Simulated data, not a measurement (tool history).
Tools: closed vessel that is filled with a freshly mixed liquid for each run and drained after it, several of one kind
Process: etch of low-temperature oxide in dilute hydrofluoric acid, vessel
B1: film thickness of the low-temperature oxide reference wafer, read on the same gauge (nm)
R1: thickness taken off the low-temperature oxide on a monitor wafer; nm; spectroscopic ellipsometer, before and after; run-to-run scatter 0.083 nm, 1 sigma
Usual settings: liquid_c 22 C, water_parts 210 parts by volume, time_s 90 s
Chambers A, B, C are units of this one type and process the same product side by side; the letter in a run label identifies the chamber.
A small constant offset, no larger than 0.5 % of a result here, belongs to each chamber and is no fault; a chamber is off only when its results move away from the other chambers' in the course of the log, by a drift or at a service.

Run 1A, hour 9.1: usual settings; B1 119.98. Result: R1 8.6142 nm.
Run 2C, hour 18.9: usual settings; B1 120.06. Result: R1 8.4552 nm.
Run 3B, hour 29.8: usual settings; B1 119.96. Result: R1 8.5663 nm.
Run 4C, hour 36.7: usual settings; B1 120.03. Result: R1 8.3488 nm.
Run 5A, hour 42.8: usual settings; B1 120.00. Result: R1 8.3046 nm.
Run 6B, hour 49.6: usual settings; B1 119.99. Result: R1 8.6247 nm.
Run 7B, hour 59.7: usual settings; B1 120.01. Result: R1 8.6190 nm.
Run 8C, hour 64.5: usual settings; B1 120.02. Result: R1 8.3528 nm.
Run 9A, hour 71.5: usual settings; B1 120.02. Result: R1 8.5670 nm.
Run 10C, hour 76.6: usual settings; B1 119.96. Result: R1 8.4389 nm.
Run 11B, hour 82.3: usual settings; B1 119.98. Result: R1 8.4606 nm.
Run 12A, hour 88.9: usual settings; B1 119.96. Result: R1 8.3282 nm.
Run 13A, hour 94.3: usual settings but water_parts 250 parts by volume, time_s 70 s; B1 119.97. Result: R1 5.3757 nm.
Run 14B, hour 99.2: usual settings but water_parts 250 parts by volume, time_s 70 s; B1 119.98. Result: R1 5.3964 nm.
Run 15C, hour 105.1: usual settings but water_parts 250 parts by volume, time_s 70 s; B1 120.00. Result: R1 5.2497 nm.
Run 16A, hour 114.2: usual settings; B1 120.03. Result: R1 8.5445 nm.
Run 17B, hour 119.6: usual settings; B1 119.99. Result: R1 8.5023 nm.
Run 18C, hour 128.3: usual settings; B1 120.01. Result: R1 8.4830 nm.
Run 19A, hour 136.9: usual settings; B1 120.00. Result: R1 8.5129 nm.
Run 20C, hour 146.7: usual settings; B1 119.96. Result: R1 8.6378 nm.
Run 21B, hour 157.5: usual settings; B1 119.99. Result: R1 8.4637 nm.
Run 22B, hour 166.8: usual settings; B1 120.01. Result: R1 8.5465 nm.
Run 23A, hour 173.4: usual settings; B1 119.96. Result: R1 8.4981 nm.
Run 24C, hour 178.6: usual settings; B1 119.98. Result: R1 8.8773 nm.
Run 25A, hour 184.5: usual settings; B1 120.03. Result: R1 8.4123 nm.
Run 26C, hour 195.6: usual settings; B1 120.02. Result: R1 8.7225 nm.
Run 27B, hour 206.4: usual settings; B1 120.02. Result: R1 8.6218 nm.
Run 28C, hour 216.9: usual settings; B1 119.97. Result: R1 8.7890 nm.
Run 29A, hour 225.8: usual settings but liquid_c 17 C; B1 119.97. Result: R1 7.0942 nm.
Run 30B, hour 231.7: usual settings but liquid_c 17 C; B1 120.04. Result: R1 7.1260 nm.
Run 31B, hour 242.5: usual settings but liquid_c 17 C; B1 120.02. Result: R1 6.9537 nm.
Run 32C, hour 247.5: usual settings; B1 119.95. Result: R1 8.9452 nm.
Run 33A, hour 256.2: usual settings; B1 120.03. Result: R1 8.4513 nm.
Run 34A, hour 261.9: usual settings; B1 120.02. Result: R1 8.5267 nm.
Run 35B, hour 270.8: usual settings; B1 120.01. Result: R1 8.5055 nm.
Run 36C, hour 281.5: usual settings; B1 119.98. Result: R1 8.9552 nm.
At hour 282.8: chamber B: thermometer replaced.
Run 37A, hour 286.4: usual settings; B1 119.97. Result: R1 8.5135 nm.
Run 38B, hour 292.1: usual settings; B1 119.98. Result: R1 8.5299 nm.
Run 39C, hour 301.0: usual settings; B1 119.97. Result: R1 9.2335 nm.
Run 40A, hour 307.7: usual settings; B1 119.98. Result: R1 8.5736 nm.
Run 41C, hour 318.8: usual settings but water_parts 160 parts by volume, time_s 70 s; B1 120.00. Result: R1 9.9054 nm.

What goes on in this fleet: one chamber off, a drifting gauge, or nothing beyond the chambers' own small offsets? Name the chamber and the cause, if any.

Chamber C drifts away from the others.
Most likely cause: hydrofluoric acid flow above the setpoint (%) = 8.21.
The log might look much the same if the cause were instead: liquid hotter than its thermometer reads (K).

Below are 4 candidate recipes for chamber C's next run, each the usual settings with a change, their results shown as question marks. Which of them brings C's results back in line with what the other chambers give on the usual settings?
To be in line, a result may differ from the other chambers' mean on the usual settings by at most: R1 0.2900 nm
Run 42C-1, hour 326.7: usual settings but water_parts 195 parts by volume, time_s 95 s. Result: R1 ?.
Run 42C-2, hour 326.7: usual settings but liquid_c 20 C. Result: R1 ?.
Run 42C-3, hour 326.7: usual settings but water_parts 225 parts by volume, time_s 85 s. Result: R1 ?.
Run 42C-4, hour 326.7: usual settings but water_parts 205 parts by volume, time_s 95 s. Result: R1 ?.

Other chambers, usual settings, mean: R1 8.5085 nm
  run       R1
42C-1  10.6430
42C-2   8.5324
42C-3   8.0134
42C-4  10.0230
42C-2 is the one that brings the chamber's results back in line with the other chambers.
